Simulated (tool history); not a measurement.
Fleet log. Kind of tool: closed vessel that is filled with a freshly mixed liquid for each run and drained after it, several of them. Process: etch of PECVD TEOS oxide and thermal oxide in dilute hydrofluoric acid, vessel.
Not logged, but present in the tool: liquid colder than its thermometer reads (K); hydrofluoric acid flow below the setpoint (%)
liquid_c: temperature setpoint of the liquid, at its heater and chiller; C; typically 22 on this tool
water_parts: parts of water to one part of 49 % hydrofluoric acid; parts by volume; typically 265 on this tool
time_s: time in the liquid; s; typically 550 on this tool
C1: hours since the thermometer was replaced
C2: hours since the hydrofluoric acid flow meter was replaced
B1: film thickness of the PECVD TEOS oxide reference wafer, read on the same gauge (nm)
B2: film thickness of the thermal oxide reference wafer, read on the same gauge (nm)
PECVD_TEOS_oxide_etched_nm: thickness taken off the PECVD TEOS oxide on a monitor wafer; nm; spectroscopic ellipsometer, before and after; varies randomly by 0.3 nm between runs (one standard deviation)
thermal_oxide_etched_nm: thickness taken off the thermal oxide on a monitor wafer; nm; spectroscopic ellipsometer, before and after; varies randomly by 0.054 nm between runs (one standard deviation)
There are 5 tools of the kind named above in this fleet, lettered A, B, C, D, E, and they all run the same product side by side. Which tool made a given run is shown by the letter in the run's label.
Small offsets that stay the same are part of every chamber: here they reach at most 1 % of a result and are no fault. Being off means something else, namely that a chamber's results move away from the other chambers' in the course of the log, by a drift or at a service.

run 1E hour=7.6 | liquid_c=22 water_parts=265 time_s=550 | C1=2113.2 C2=343.4 | B1=29.991 B2=40.008 | PECVD_TEOS_oxide_etched_nm=34.882 thermal_oxide_etched_nm=7.6097
run 2C hour=12 | liquid_c=22 water_parts=265 time_s=550 | C1=197.3 C2=782 | B1=30.015 B2=39.953 | PECVD_TEOS_oxide_etched_nm=34.894 thermal_oxide_etched_nm=7.6948
run 3D hour=16.3 | liquid_c=22 water_parts=265 time_s=550 | C1=1646.9 C2=302.9 | B1=30.014 B2=39.974 | PECVD_TEOS_oxide_etched_nm=35 thermal_oxide_etched_nm=7.6096
run 4B hour=21.2 | liquid_c=22 water_parts=265 time_s=550 | C1=61.7 C2=837 | B1=29.968 B2=39.987 | PECVD_TEOS_oxide_etched_nm=35.185 thermal_oxide_etched_nm=7.6734
run 5A hour=28.7 | liquid_c=22 water_parts=265 time_s=550 | C1=1881.1 C2=1562.7 | B1=29.987 B2=39.958 | PECVD_TEOS_oxide_etched_nm=35.467 thermal_oxide_etched_nm=7.7004
run 6C hour=33.1 | liquid_c=22 water_parts=265 time_s=550 | C1=218.4 C2=803.1 | B1=29.973 B2=40.028 | PECVD_TEOS_oxide_etched_nm=34.596 thermal_oxide_etched_nm=7.6214
run 7B hour=38.5 | liquid_c=22 water_parts=265 time_s=550 | C1=79 C2=854.3 | B1=29.948 B2=39.979 | PECVD_TEOS_oxide_etched_nm=34.683 thermal_oxide_etched_nm=7.5665
run 8E hour=44.1 | liquid_c=22 water_parts=265 time_s=550 | C1=2149.7 C2=379.9 | B1=30.004 B2=39.992 | PECVD_TEOS_oxide_etched_nm=34.787 thermal_oxide_etched_nm=7.4727
run 9A hour=50.6 | liquid_c=22 water_parts=265 time_s=550 | C1=1903 C2=1584.6 | B1=29.999 B2=40.011 | PECVD_TEOS_oxide_etched_nm=35.356 thermal_oxide_etched_nm=7.6162
run 10D hour=56.2 | liquid_c=22 water_parts=265 time_s=550 | C1=1686.8 C2=342.8 | B1=30.019 B2=40.006 | PECVD_TEOS_oxide_etched_nm=35.251 thermal_oxide_etched_nm=7.7053
run 11D hour=61.1 | liquid_c=22 water_parts=265 time_s=550 | C1=1691.7 C2=347.7 | B1=29.97 B2=40.007 | PECVD_TEOS_oxide_etched_nm=35.528 thermal_oxide_etched_nm=7.7406
-- hour=64.2 chamber E: thermometer replaced
run 12A hour=68.8 | liquid_c=22 water_parts=265 time_s=550 | C1=1921.2 C2=1602.8 | B1=29.987 B2=40.025 | PECVD_TEOS_oxide_etched_nm=35.789 thermal_oxide_etched_nm=7.6636
run 13E hour=73.2 | liquid_c=22 water_parts=265 time_s=550 | C1=9 C2=409 | B1=30.012 B2=40.018 | PECVD_TEOS_oxide_etched_nm=35.151 thermal_oxide_etched_nm=7.6237
run 14B hour=79.5 | liquid_c=22 water_parts=265 time_s=550 | C1=120 C2=895.3 | B1=30.025 B2=39.996 | PECVD_TEOS_oxide_etched_nm=34.801 thermal_oxide_etched_nm=7.6273
run 15C hour=85.5 | liquid_c=22 water_parts=265 time_s=550 | C1=270.8 C2=855.5 | B1=30.01 B2=40.019 | PECVD_TEOS_oxide_etched_nm=34.254 thermal_oxide_etched_nm=7.3656
run 16E hour=89.2 | liquid_c=22 water_parts=265 time_s=550 | C1=25 C2=425 | B1=30.011 B2=40.05 | PECVD_TEOS_oxide_etched_nm=34.949 thermal_oxide_etched_nm=7.6408
-- hour=92.3 chamber A: thermometer replaced
run 17D hour=93.2 | liquid_c=20.5 water_parts=215 time_s=550 | C1=1723.8 C2=379.8 | B1=30 B2=40.018 | PECVD_TEOS_oxide_etched_nm=43.722 thermal_oxide_etched_nm=9.2951
run 18A hour=98.9 | liquid_c=20.5 water_parts=215 time_s=550 | C1=6.6 C2=1632.9 | B1=29.987 B2=39.991 | PECVD_TEOS_oxide_etched_nm=42.918 thermal_oxide_etched_nm=9.2315
run 19C hour=104.7 | liquid_c=20.5 water_parts=215 time_s=550 | C1=290 C2=874.7 | B1=30.014 B2=39.968 | PECVD_TEOS_oxide_etched_nm=41.287 thermal_oxide_etched_nm=8.9541
run 20B hour=108.2 | liquid_c=20.5 water_parts=215 time_s=550 | C1=148.7 C2=924 | B1=29.975 B2=40.01 | PECVD_TEOS_oxide_etched_nm=43.347 thermal_oxide_etched_nm=9.2663
run 21E hour=115.5 | liquid_c=20.5 water_parts=215 time_s=550 | C1=51.3 C2=451.3 | B1=29.969 B2=40.015 | PECVD_TEOS_oxide_etched_nm=42.402 thermal_oxide_etched_nm=9.3229
run 22B hour=119.7 | liquid_c=22 water_parts=265 time_s=550 | C1=160.2 C2=935.5 | B1=30.037 B2=39.969 | PECVD_TEOS_oxide_etched_nm=34.879 thermal_oxide_etched_nm=7.7124
run 23C hour=124.1 | liquid_c=22 water_parts=265 time_s=550 | C1=309.4 C2=894.1 | B1=29.998 B2=39.978 | PECVD_TEOS_oxide_etched_nm=32.876 thermal_oxide_etched_nm=7.2437
run 24D hour=131.6 | liquid_c=22 water_parts=265 time_s=550 | C1=1762.2 C2=418.2 | B1=30.009 B2=39.981 | PECVD_TEOS_oxide_etched_nm=35.002 thermal_oxide_etched_nm=7.6248
run 25A hour=137.4 | liquid_c=22 water_parts=265 time_s=550 | C1=45.1 C2=1671.4 | B1=29.981 B2=40.008 | PECVD_TEOS_oxide_etched_nm=35.057 thermal_oxide_etched_nm=7.6999
run 26D hour=141.9 | liquid_c=22 water_parts=265 time_s=550 | C1=1772.5 C2=428.5 | B1=30.014 B2=40.003 | PECVD_TEOS_oxide_etched_nm=35.111 thermal_oxide_etched_nm=7.6257
run 27A hour=149.3 | liquid_c=22 water_parts=265 time_s=550 | C1=57 C2=1683.3 | B1=29.996 B2=40.01 | PECVD_TEOS_oxide_etched_nm=34.675 thermal_oxide_etched_nm=7.5903
run 28B hour=153.5 | liquid_c=22 water_parts=265 time_s=550 | C1=194 C2=969.3 | B1=30.015 B2=39.973 | PECVD_TEOS_oxide_etched_nm=34.867 thermal_oxide_etched_nm=7.6
run 29E hour=160.8 | liquid_c=22 water_parts=265 time_s=550 | C1=96.6 C2=496.6 | B1=30.001 B2=39.978 | PECVD_TEOS_oxide_etched_nm=34.692 thermal_oxide_etched_nm=7.6181
run 30C hour=168.4 | liquid_c=22 water_parts=265 time_s=550 | C1=353.7 C2=938.4 | B1=30.022 B2=40.02 | PECVD_TEOS_oxide_etched_nm=32.839 thermal_oxide_etched_nm=7.0891
run 31D hour=173.9 | liquid_c=23.5 water_parts=335 time_s=550 | C1=1804.5 C2=460.5 | B1=29.973 B2=39.986 | PECVD_TEOS_oxide_etched_nm=27.852 thermal_oxide_etched_nm=5.9677
run 32A hour=181.5 | liquid_c=23.5 water_parts=335 time_s=550 | C1=89.2 C2=1715.5 | B1=29.993 B2=40.059 | PECVD_TEOS_oxide_etched_nm=27.679 thermal_oxide_etched_nm=5.997
run 33E hour=186.6 | liquid_c=23.5 water_parts=335 time_s=550 | C1=122.4 C2=522.4 | B1=29.981 B2=40.019 | PECVD_TEOS_oxide_etched_nm=27.233 thermal_oxide_etched_nm=5.9278
run 34C hour=192.9 | liquid_c=23.5 water_parts=335 time_s=550 | C1=378.2 C2=962.9 | B1=29.97 B2=39.989 | PECVD_TEOS_oxide_etched_nm=25.81 thermal_oxide_etched_nm=5.4272
run 35B hour=197.6 | liquid_c=23.5 water_parts=335 time_s=550 | C1=238.1 C2=1013.4 | B1=30.029 B2=39.967 | PECVD_TEOS_oxide_etched_nm=27.781 thermal_oxide_etched_nm=5.9682
run 36E hour=203.6 | liquid_c=22 water_parts=265 time_s=550 | C1=139.4 C2=539.4 | B1=30.019 B2=39.979 | PECVD_TEOS_oxide_etched_nm=34.931 thermal_oxide_etched_nm=7.5629
run 37D hour=207.8 | liquid_c=22 water_parts=265 time_s=550 | C1=1838.4 C2=494.4 | B1=29.948 B2=40.025 | PECVD_TEOS_oxide_etched_nm=35.41 thermal_oxide_etched_nm=7.6084
run 38A hour=212.3 | liquid_c=22 water_parts=265 time_s=550 | C1=120 C2=1746.3 | B1=30.029 B2=39.995 | PECVD_TEOS_oxide_etched_nm=34.626 thermal_oxide_etched_nm=7.7733
run 39C hour=216.4 | liquid_c=22 water_parts=265 time_s=685 | C1=401.7 C2=986.4 | B1=29.996 B2=39.973 | PECVD_TEOS_oxide_etched_nm=40.591 thermal_oxide_etched_nm=8.6497
run 40B hour=223.9 | liquid_c=22 water_parts=265 time_s=685 | C1=264.4 C2=1039.7 | B1=30.026 B2=39.987 | PECVD_TEOS_oxide_etched_nm=43.587 thermal_oxide_etched_nm=9.3914

Predict what each chamber gives when all 5 of them run the settings below next.
run 41A hour=229.5 | liquid_c=22 water_parts=150 time_s=550 | PECVD_TEOS_oxide_etched_nm=? thermal_oxide_etched_nm=?
run 41B hour=229.5 | liquid_c=22 water_parts=150 time_s=550 | PECVD_TEOS_oxide_etched_nm=? thermal_oxide_etched_nm=?
run 41C hour=229.5 | liquid_c=22 water_parts=150 time_s=550 | PECVD_TEOS_oxide_etched_nm=? thermal_oxide_etched_nm=?
run 41D hour=229.5 | liquid_c=22 water_parts=150 time_s=550 | PECVD_TEOS_oxide_etched_nm=? thermal_oxide_etched_nm=?
run 41E hour=229.5 | liquid_c=22 water_parts=150 time_s=550 | PECVD_TEOS_oxide_etched_nm=? thermal_oxide_etched_nm=?

run=41A PECVD_TEOS_oxide_etched_nm=69.788 thermal_oxide_etched_nm=15.117
run=41B PECVD_TEOS_oxide_etched_nm=68.03 thermal_oxide_etched_nm=15.124
run=41C PECVD_TEOS_oxide_etched_nm=63.987 thermal_oxide_etched_nm=14.186
run=41D PECVD_TEOS_oxide_etched_nm=70.385 thermal_oxide_etched_nm=15.31
run=41E PECVD_TEOS_oxide_etched_nm=68.514 thermal_oxide_etched_nm=15.208
